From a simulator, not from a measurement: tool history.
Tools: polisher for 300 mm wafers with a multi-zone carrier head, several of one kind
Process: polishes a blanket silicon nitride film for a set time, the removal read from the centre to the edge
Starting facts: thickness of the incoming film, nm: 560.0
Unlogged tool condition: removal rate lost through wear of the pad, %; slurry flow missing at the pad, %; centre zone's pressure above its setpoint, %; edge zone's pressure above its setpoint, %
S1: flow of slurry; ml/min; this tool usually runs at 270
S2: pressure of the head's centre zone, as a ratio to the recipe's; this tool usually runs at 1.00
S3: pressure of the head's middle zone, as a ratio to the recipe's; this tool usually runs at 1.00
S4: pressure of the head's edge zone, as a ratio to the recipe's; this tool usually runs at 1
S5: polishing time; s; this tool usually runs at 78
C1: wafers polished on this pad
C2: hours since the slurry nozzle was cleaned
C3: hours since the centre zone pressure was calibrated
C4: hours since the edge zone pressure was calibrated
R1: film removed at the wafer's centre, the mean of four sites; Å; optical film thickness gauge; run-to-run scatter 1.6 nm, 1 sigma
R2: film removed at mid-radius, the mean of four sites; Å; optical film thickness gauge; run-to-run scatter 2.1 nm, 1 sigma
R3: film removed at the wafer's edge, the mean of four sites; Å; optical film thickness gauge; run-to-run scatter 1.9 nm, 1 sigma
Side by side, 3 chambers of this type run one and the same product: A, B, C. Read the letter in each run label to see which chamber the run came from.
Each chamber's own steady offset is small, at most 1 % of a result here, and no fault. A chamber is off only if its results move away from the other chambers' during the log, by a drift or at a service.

{"day": 0.296, "done": "chamber C: worn pad replaced by a new one"}
{"day": 0.3, "done": "chamber C: slurry nozzle cleaned"}
{"run": "1B", "day": 0.483, "S1": 270, "S2": 1.0, "S3": 1.0, "S4": 1, "S5": 78, "C1": 775, "C2": 43.4, "C3": 369.4, "C4": 787.9, "R1": 1679.3, "R2": 1679.8, "R3": 1717.7}
{"day": 0.771, "done": "chamber B: worn pad replaced by a new one"}
{"run": "2A", "day": 0.962, "S1": 270, "S2": 1.0, "S3": 1.0, "S4": 1, "S5": 78, "C1": 858, "C2": 561.9, "C3": 1172.9, "C4": 102.2, "R1": 1663.2, "R2": 1698.1, "R3": 1632.8}
{"run": "3C", "day": 1.362, "S1": 270, "S2": 1.0, "S3": 1.0, "S4": 1, "S5": 78, "C1": 312, "C2": 25.6, "C3": 858.8, "C4": 293.2, "R1": 1678.2, "R2": 1681.2, "R3": 1665.0}
{"run": "4C", "day": 1.762, "S1": 270, "S2": 1.0, "S3": 1.0, "S4": 1, "S5": 78, "C1": 429, "C2": 35.2, "C3": 868.4, "C4": 302.8, "R1": 1697.6, "R2": 1694.5, "R3": 1682.8}
{"run": "5B", "day": 2.142, "S1": 350, "S2": 1.0, "S3": 1.05, "S4": 1, "S5": 78, "C1": 401, "C2": 83.2, "C3": 409.2, "C4": 827.7, "R1": 1727.6, "R2": 1810.3, "R3": 1719.2}
{"run": "6A", "day": 2.446, "S1": 350, "S2": 1.0, "S3": 1.05, "S4": 1, "S5": 78, "C1": 1292, "C2": 597.5, "C3": 1208.5, "C4": 137.8, "R1": 1711.5, "R2": 1764.6, "R3": 1685.3}
{"run": "7C", "day": 3.025, "S1": 350, "S2": 1.0, "S3": 1.05, "S4": 1, "S5": 78, "C1": 799, "C2": 65.5, "C3": 898.7, "C4": 333.1, "R1": 1740.9, "R2": 1769.9, "R3": 1711.6}
{"run": "8A", "day": 3.588, "S1": 270, "S2": 1.0, "S3": 1.0, "S4": 1, "S5": 78, "C1": 1626, "C2": 624.9, "C3": 1235.9, "C4": 165.2, "R1": 1658.9, "R2": 1678.0, "R3": 1678.4}
{"day": 3.867, "done": "chamber C: worn pad replaced by a new one"}
{"run": "9B", "day": 3.875, "S1": 345, "S2": 1.09, "S3": 1.0, "S4": 1, "S5": 78, "C1": 908, "C2": 124.8, "C3": 450.8, "C4": 869.3, "R1": 1873.2, "R2": 1693.4, "R3": 1720.5}
{"day": 3.946, "done": "chamber B: worn pad replaced by a new one"}
{"day": 4.088, "done": "chamber C: edge zone pressure recalibrated"}
{"run": "10A", "day": 4.383, "S1": 345, "S2": 1.09, "S3": 1.0, "S4": 1, "S5": 78, "C1": 1859, "C2": 644.0, "C3": 1255.0, "C4": 184.3, "R1": 1847.1, "R2": 1695.9, "R3": 1636.1}
{"run": "11C", "day": 4.825, "S1": 345, "S2": 1.09, "S3": 1.0, "S4": 1, "S5": 78, "C1": 281, "C2": 108.7, "C3": 941.9, "C4": 17.8, "R1": 1883.0, "R2": 1688.4, "R3": 1727.5}
{"run": "12B", "day": 5.129, "S1": 270, "S2": 1.0, "S3": 1.0, "S4": 1, "S5": 78, "C1": 347, "C2": 154.9, "C3": 480.9, "C4": 899.4, "R1": 1646.1, "R2": 1661.3, "R3": 1684.1}
{"run": "13C", "day": 5.471, "S1": 270, "S2": 1.0, "S3": 1.0, "S4": 1, "S5": 78, "C1": 470, "C2": 124.2, "C3": 957.4, "C4": 33.3, "R1": 1675.8, "R2": 1623.3, "R3": 1658.4}
{"run": "14B", "day": 5.779, "S1": 270, "S2": 1.0, "S3": 1.0, "S4": 1, "S5": 78, "C1": 537, "C2": 170.5, "C3": 496.5, "C4": 915.0, "R1": 1679.0, "R2": 1666.9, "R3": 1669.7}
{"run": "15A", "day": 6.092, "S1": 270, "S2": 1.0, "S3": 1.0, "S4": 1, "S5": 78, "C1": 2359, "C2": 685.0, "C3": 1296.0, "C4": 225.3, "R1": 1647.2, "R2": 1599.9, "R3": 1654.5}
{"run": "16B", "day": 6.438, "S1": 270, "S2": 1.0, "S3": 1.0, "S4": 1, "S5": 78, "C1": 730, "C2": 186.3, "C3": 512.3, "C4": 930.8, "R1": 1673.0, "R2": 1652.3, "R3": 1687.2}
{"day": 6.625, "done": "chamber B: worn pad replaced by a new one"}
{"run": "17A", "day": 6.938, "S1": 270, "S2": 1.0, "S3": 1.0, "S4": 1, "S5": 66, "C1": 2606, "C2": 705.3, "C3": 1316.3, "C4": 245.6, "R1": 1381.0, "R2": 1366.8, "R3": 1382.8}
{"day": 7.217, "done": "chamber C: worn pad replaced by a new one"}
{"run": "18C", "day": 7.3, "S1": 270, "S2": 1.0, "S3": 1.0, "S4": 1, "S5": 66, "C1": 25, "C2": 168.1, "C3": 1001.3, "C4": 77.2, "R1": 1436.0, "R2": 1364.5, "R3": 1413.4}
{"run": "19B", "day": 7.671, "S1": 270, "S2": 1.0, "S3": 1.0, "S4": 1, "S5": 66, "C1": 306, "C2": 215.9, "C3": 541.9, "C4": 960.4, "R1": 1399.8, "R2": 1419.4, "R3": 1400.7}
{"run": "20A", "day": 8.096, "S1": 270, "S2": 1.0, "S3": 1.0, "S4": 1, "S5": 78, "C1": 2945, "C2": 733.1, "C3": 1344.1, "C4": 273.4, "R1": 1620.5, "R2": 1634.0, "R3": 1606.3}
{"run": "21C", "day": 8.667, "S1": 270, "S2": 1.0, "S3": 1.0, "S4": 1, "S5": 78, "C1": 425, "C2": 200.9, "C3": 1034.1, "C4": 110.0, "R1": 1701.1, "R2": 1679.8, "R3": 1663.9}
{"day": 8.771, "done": "chamber A: slurry nozzle cleaned"}
{"run": "22B", "day": 8.962, "S1": 270, "S2": 1.0, "S3": 1.0, "S4": 1, "S5": 78, "C1": 684, "C2": 246.9, "C3": 572.9, "C4": 991.4, "R1": 1664.3, "R2": 1693.1, "R3": 1704.2}
{"run": "23A", "day": 9.462, "S1": 270, "S2": 1.0, "S3": 1.0, "S4": 1, "S5": 78, "C1": 3345, "C2": 16.7, "C3": 1376.9, "C4": 306.2, "R1": 1620.4, "R2": 1589.6, "R3": 1618.1}
{"day": 9.625, "done": "chamber B: worn pad replaced by a new one"}
{"run": "24C", "day": 9.762, "S1": 270, "S2": 1.0, "S3": 1.0, "S4": 1, "S5": 78, "C1": 745, "C2": 227.2, "C3": 1060.4, "C4": 136.3, "R1": 1660.6, "R2": 1672.4, "R3": 1692.4}
{"day": 10.117, "done": "chamber B: edge zone pressure recalibrated"}
{"run": "25B", "day": 10.125, "S1": 350, "S2": 1.0, "S3": 1.0, "S4": 1, "S5": 78, "C1": 146, "C2": 274.8, "C3": 600.8, "C4": 0.2, "R1": 1724.8, "R2": 1676.4, "R3": 1712.2}
{"run": "26A", "day": 10.408, "S1": 350, "S2": 1.0, "S3": 1.0, "S4": 1, "S5": 78, "C1": 3622, "C2": 39.4, "C3": 1399.6, "C4": 328.9, "R1": 1624.9, "R2": 1610.9, "R3": 1620.9}
{"run": "27C", "day": 10.754, "S1": 350, "S2": 1.0, "S3": 1.0, "S4": 1, "S5": 78, "C1": 1035, "C2": 251.0, "C3": 1084.2, "C4": 160.1, "R1": 1712.1, "R2": 1726.8, "R3": 1733.2}
{"day": 11.121, "done": "chamber C: worn pad replaced by a new one"}
{"run": "28C", "day": 11.304, "S1": 270, "S2": 1.0, "S3": 1.0, "S4": 1, "S5": 78, "C1": 54, "C2": 264.2, "C3": 1097.4, "C4": 173.3, "R1": 1691.6, "R2": 1641.9, "R3": 1702.3}
{"run": "29A", "day": 11.558, "S1": 270, "S2": 1.0, "S3": 1.0, "S4": 1, "S5": 78, "C1": 3958, "C2": 67.0, "C3": 1427.2, "C4": 356.5, "R1": 1587.3, "R2": 1593.5, "R3": 1584.0}
{"run": "30B", "day": 11.883, "S1": 270, "S2": 1.0, "S3": 1.0, "S4": 1, "S5": 78, "C1": 660, "C2": 317.0, "C3": 643.0, "C4": 42.4, "R1": 1667.0, "R2": 1663.4, "R3": 1673.2}
{"day": 12.038, "done": "chamber A: centre zone pressure recalibrated"}
{"run": "31A", "day": 12.138, "S1": 270, "S2": 1.0, "S3": 1.0, "S4": 1, "S5": 78, "C1": 4127, "C2": 80.9, "C3": 2.5, "C4": 370.4, "R1": 1600.7, "R2": 1575.6, "R3": 1592.8}
{"run": "32B", "day": 12.446, "S1": 270, "S2": 1.0, "S3": 1.0, "S4": 1, "S5": 78, "C1": 825, "C2": 330.5, "C3": 656.5, "C4": 55.9, "R1": 1673.9, "R2": 1633.3, "R3": 1664.8}
{"run": "33C", "day": 12.746, "S1": 270, "S2": 1.0, "S3": 1.0, "S4": 1, "S5": 78, "C1": 475, "C2": 298.8, "C3": 1132.0, "C4": 207.9, "R1": 1682.6, "R2": 1657.9, "R3": 1676.8}
{"day": 12.892, "done": "chamber B: worn pad replaced by a new one"}
{"run": "34B", "day": 13.308, "S1": 270, "S2": 1.0, "S3": 1.0, "S4": 1, "S5": 78, "C1": 122, "C2": 351.2, "C3": 677.2, "C4": 76.6, "R1": 1659.8, "R2": 1659.2, "R3": 1675.9}
{"run": "35C", "day": 13.767, "S1": 270, "S2": 1.0, "S3": 1.0, "S4": 1, "S5": 78, "C1": 774, "C2": 323.3, "C3": 1156.5, "C4": 232.4, "R1": 1669.5, "R2": 1615.2, "R3": 1677.1}
{"run": "36A", "day": 14.1, "S1": 270, "S2": 1.0, "S3": 1.0, "S4": 1, "S5": 78, "C1": 4702, "C2": 128.0, "C3": 49.6, "C4": 417.5, "R1": 1560.2, "R2": 1558.1, "R3": 1542.5}
{"run": "37A", "day": 14.358, "S1": 270, "S2": 1.0, "S3": 1.0, "S4": 1, "S5": 78, "C1": 4777, "C2": 134.2, "C3": 55.8, "C4": 423.7, "R1": 1586.1, "R2": 1553.0, "R3": 1544.5}
{"day": 14.679, "done": "chamber C: centre zone pressure recalibrated"}
{"run": "38B", "day": 14.708, "S1": 270, "S2": 1.0, "S3": 1.0, "S4": 1, "S5": 78, "C1": 531, "C2": 384.8, "C3": 710.8, "C4": 110.2, "R1": 1677.4, "R2": 1672.9, "R3": 1659.6}
{"run": "39C", "day": 14.988, "S1": 270, "S2": 1.0, "S3": 1.0, "S4": 1, "S5": 78, "C1": 1131, "C2": 352.6, "C3": 7.5, "C4": 261.7, "R1": 1671.5, "R2": 1656.9, "R3": 1660.6}
{"run": "40C", "day": 15.429, "S1": 270, "S2": 1.0, "S3": 1.0, "S4": 1, "S5": 78, "C1": 1260, "C2": 363.2, "C3": 18.1, "C4": 272.3, "R1": 1656.2, "R2": 1661.7, "R3": 1643.3}

One chamber off, gauge drift, or nothing amiss beyond the chambers' own small offsets? If it is a chamber, which one, and what is the likeliest cause?

Chamber A drifts away from the others.
Most likely cause: removal rate lost through wear of the pad, % = 7.45.

Here are 4 candidates for chamber A's next run, each the usual settings with a change, their results left as question marks. Which one brings its results back in line with what the others give on the usual settings?
In-line tolerance around the mean of the other chambers on the usual settings: R1 55.0 Å; R2 72.0 Å; R3 66.0 Å
{"run": "41A-1", "day": 15.846, "S1": 270, "S2": 1.0, "S3": 1.01, "S4": 0.99, "S5": 72, "R1": "?", "R2": "?", "R3": "?"}
{"run": "41A-2", "day": 15.846, "S1": 275, "S2": 1.0, "S3": 0.99, "S4": 1.02, "S5": 91, "R1": "?", "R2": "?", "R3": "?"}
{"run": "41A-3", "day": 15.846, "S1": 270, "S2": 1.0, "S3": 0.99, "S4": 1.01, "S5": 84, "R1": "?", "R2": "?", "R3": "?"}
{"run": "41A-4", "day": 15.846, "S1": 265, "S2": 1.0, "S3": 1.01, "S4": 0.98, "S5": 66, "R1": "?", "R2": "?", "R3": "?"}

Average result of the remaining chambers running the usual settings: R1 1673.7 Å; R2 1660.6 Å; R3 1677.5 Å
run=41A-1 R1=1432.8 R2=1435.2 R3=1415.9
run=41A-2 R1=1814.5 R2=1784.0 R3=1821.4
run=41A-3 R1=1671.4 R2=1643.7 R3=1670.0
run=41A-4 R1=1310.5 R2=1313.0 R3=1289.1
41A-3 puts the chamber back in line with the other chambers.

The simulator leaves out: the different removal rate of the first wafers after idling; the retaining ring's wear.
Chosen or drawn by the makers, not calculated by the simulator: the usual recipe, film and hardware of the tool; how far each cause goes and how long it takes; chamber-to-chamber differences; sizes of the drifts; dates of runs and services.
